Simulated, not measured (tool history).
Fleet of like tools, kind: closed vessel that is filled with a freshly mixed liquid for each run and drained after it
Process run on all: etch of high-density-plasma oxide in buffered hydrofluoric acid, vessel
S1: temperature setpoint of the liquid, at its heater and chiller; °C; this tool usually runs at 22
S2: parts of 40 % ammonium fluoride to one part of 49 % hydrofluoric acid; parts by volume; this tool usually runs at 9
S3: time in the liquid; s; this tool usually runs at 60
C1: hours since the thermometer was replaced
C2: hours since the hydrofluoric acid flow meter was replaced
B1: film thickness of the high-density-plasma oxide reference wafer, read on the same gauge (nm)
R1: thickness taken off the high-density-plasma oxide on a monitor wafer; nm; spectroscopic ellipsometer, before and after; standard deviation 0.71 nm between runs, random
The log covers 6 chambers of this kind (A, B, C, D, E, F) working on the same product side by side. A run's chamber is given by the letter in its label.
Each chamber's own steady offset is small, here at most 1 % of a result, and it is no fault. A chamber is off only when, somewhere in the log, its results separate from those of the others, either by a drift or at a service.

{"run": "1A", "day": 0.521, "S1": 22, "S2": 9, "S3": 60, "C1": 193.2, "C2": 624.9, "B1": 39.981, "R1": 70.409}
{"run": "2C", "day": 1.067, "S1": 22, "S2": 9, "S3": 60, "C1": 1149.2, "C2": 989.8, "B1": 39.996, "R1": 71.887}
{"run": "3D", "day": 1.654, "S1": 22, "S2": 9, "S3": 60, "C1": 257.3, "C2": 93.9, "B1": 39.98, "R1": 73.646}
{"run": "4F", "day": 2.038, "S1": 22, "S2": 9, "S3": 60, "C1": 597.6, "C2": 1361, "B1": 39.999, "R1": 72.504}
{"run": "5E", "day": 2.442, "S1": 22, "S2": 9, "S3": 60, "C1": 650.7, "C2": 102, "B1": 39.998, "R1": 72.668}
{"run": "6B", "day": 2.846, "S1": 22, "S2": 9, "S3": 60, "C1": 1463.6, "C2": 620.9, "B1": 39.992, "R1": 71.531}
{"run": "7D", "day": 3.112, "S1": 22, "S2": 9, "S3": 60, "C1": 292.3, "C2": 128.9, "B1": 40.012, "R1": 71.917}
{"run": "8C", "day": 3.538, "S1": 18, "S2": 9, "S3": 60, "C1": 1208.5, "C2": 1049.1, "B1": 40, "R1": 58.123}
{"run": "9F", "day": 4.088, "S1": 18, "S2": 9, "S3": 60, "C1": 646.8, "C2": 1410.2, "B1": 40.016, "R1": 58.556}
{"run": "10B", "day": 4.525, "S1": 18, "S2": 9, "S3": 60, "C1": 1503.9, "C2": 661.2, "B1": 40.009, "R1": 57.122}
{"run": "11E", "day": 4.942, "S1": 18, "S2": 9, "S3": 60, "C1": 710.7, "C2": 162, "B1": 39.986, "R1": 57.343}
{"run": "12A", "day": 5.3, "S1": 18, "S2": 9, "S3": 60, "C1": 307.9, "C2": 739.6, "B1": 39.996, "R1": 56.088}
{"run": "13E", "day": 5.646, "S1": 18, "S2": 9, "S3": 60, "C1": 727.6, "C2": 178.9, "B1": 40.009, "R1": 56.889}
{"run": "14B", "day": 5.917, "S1": 22, "S2": 9, "S3": 60, "C1": 1537.3, "C2": 694.6, "B1": 39.989, "R1": 71.833}
{"run": "15D", "day": 6.254, "S1": 22, "S2": 9, "S3": 60, "C1": 367.7, "C2": 204.3, "B1": 40.006, "R1": 71.019}
{"run": "16C", "day": 6.658, "S1": 22, "S2": 9, "S3": 60, "C1": 1283.4, "C2": 1124, "B1": 39.996, "R1": 71.924}
{"run": "17A", "day": 6.946, "S1": 19.5, "S2": 9, "S3": 75, "C1": 347.4, "C2": 779.1, "B1": 40.004, "R1": 79.179}
{"run": "18F", "day": 7.35, "S1": 19.5, "S2": 9, "S3": 75, "C1": 725.1, "C2": 1488.5, "B1": 39.986, "R1": 78.227}
{"run": "19D", "day": 7.721, "S1": 19.5, "S2": 9, "S3": 75, "C1": 402.9, "C2": 239.5, "B1": 40.026, "R1": 78.637}
{"run": "20C", "day": 8.05, "S1": 19.5, "S2": 9, "S3": 75, "C1": 1316.8, "C2": 1157.4, "B1": 39.978, "R1": 77.997}
{"day": 8.138, "done": "chamber B: thermometer replaced"}
{"run": "21E", "day": 8.404, "S1": 19.5, "S2": 9, "S3": 75, "C1": 793.8, "C2": 245.1, "B1": 39.999, "R1": 79.781}
{"run": "22B", "day": 8.804, "S1": 19.5, "S2": 9, "S3": 75, "C1": 16.1, "C2": 763.9, "B1": 40.014, "R1": 77.137}
{"day": 8.958, "done": "chamber C: hydrofluoric acid flow meter replaced"}
{"run": "23A", "day": 9.175, "S1": 22, "S2": 9, "S3": 60, "C1": 400.9, "C2": 832.6, "B1": 39.999, "R1": 72.864}
{"run": "24F", "day": 9.45, "S1": 22, "S2": 9, "S3": 60, "C1": 775.5, "C2": 1538.9, "B1": 39.992, "R1": 70.373}
{"day": 9.658, "done": "chamber E: thermometer replaced"}
{"run": "25D", "day": 10.062, "S1": 20, "S2": 9, "S3": 80, "C1": 459.1, "C2": 295.7, "B1": 39.994, "R1": 85.999}
{"run": "26A", "day": 10.371, "S1": 20, "S2": 9, "S3": 80, "C1": 429.6, "C2": 861.3, "B1": 39.987, "R1": 89.256}
{"run": "27C", "day": 10.667, "S1": 20, "S2": 9, "S3": 80, "C1": 1379.6, "C2": 41.1, "B1": 39.988, "R1": 86.353}
{"run": "28E", "day": 11.183, "S1": 20, "S2": 9, "S3": 80, "C1": 36.7, "C2": 311.8, "B1": 39.992, "R1": 87.054}
{"run": "29F", "day": 11.588, "S1": 20, "S2": 9, "S3": 80, "C1": 826.8, "C2": 1590.2, "B1": 39.995, "R1": 84.684}
{"day": 11.808, "done": "chamber A: hydrofluoric acid flow meter replaced"}
{"run": "30B", "day": 12.133, "S1": 20, "S2": 9, "S3": 80, "C1": 96, "C2": 843.8, "B1": 40.011, "R1": 84.17}
{"run": "31D", "day": 12.425, "S1": 22, "S2": 9, "S3": 60, "C1": 515.8, "C2": 352.4, "B1": 40.003, "R1": 72.616}
{"run": "32F", "day": 12.708, "S1": 22, "S2": 9, "S3": 60, "C1": 853.7, "C2": 1617.1, "B1": 39.994, "R1": 72.291}
{"run": "33B", "day": 13.125, "S1": 22, "S2": 9, "S3": 35, "C1": 119.8, "C2": 867.6, "B1": 39.987, "R1": 42.184}
{"run": "34E", "day": 13.483, "S1": 22, "S2": 9, "S3": 35, "C1": 91.9, "C2": 367, "B1": 40.01, "R1": 41.991}
{"run": "35C", "day": 13.925, "S1": 22, "S2": 9, "S3": 35, "C1": 1457.8, "C2": 119.3, "B1": 40.009, "R1": 41.978}
{"run": "36A", "day": 14.304, "S1": 22, "S2": 9, "S3": 35, "C1": 524, "C2": 60, "B1": 39.997, "R1": 46.262}
{"run": "37B", "day": 14.746, "S1": 22, "S2": 9, "S3": 35, "C1": 158.7, "C2": 906.5, "B1": 39.985, "R1": 41.915}
{"run": "38E", "day": 15.142, "S1": 22, "S2": 9, "S3": 35, "C1": 131.7, "C2": 406.8, "B1": 39.985, "R1": 41.592}

What goes on in this fleet: one chamber off, a drifting gauge, or nothing beyond the chambers' own small offsets? Name the chamber and the cause, if any.

It is chamber A that slowly wanders off from its peers.
Likeliest cause: liquid hotter than its thermometer reads (K) = 2.5.

Chamber A could run next with any of the 4 candidate recipes listed below; each alters the usual settings, and their results appear as question marks. Which one brings its results back in line with what the other chambers deliver on the usual settings?
Maximum distance from the other chambers' mean on the usual settings for a result to count as in line: R1 2.5 nm
{"run": "39A-1", "day": 15.579, "S1": 22.5, "S2": 8.5, "S3": 70, "R1": "?"}
{"run": "39A-2", "day": 15.579, "S1": 21, "S2": 9, "S3": 50, "R1": "?"}
{"run": "39A-3", "day": 15.579, "S1": 21.5, "S2": 9, "S3": 55, "R1": "?"}
{"run": "39A-4", "day": 15.579, "S1": 22, "S2": 8, "S3": 60, "R1": "?"}

Other chambers, usual settings, mean: R1 71.84 nm
run=39A-1 R1=102.51
run=39A-2 R1=63.616
run=39A-3 R1=71.914
run=39A-4 R1=91.313
It is 39A-3 that realigns the chamber with its peers.

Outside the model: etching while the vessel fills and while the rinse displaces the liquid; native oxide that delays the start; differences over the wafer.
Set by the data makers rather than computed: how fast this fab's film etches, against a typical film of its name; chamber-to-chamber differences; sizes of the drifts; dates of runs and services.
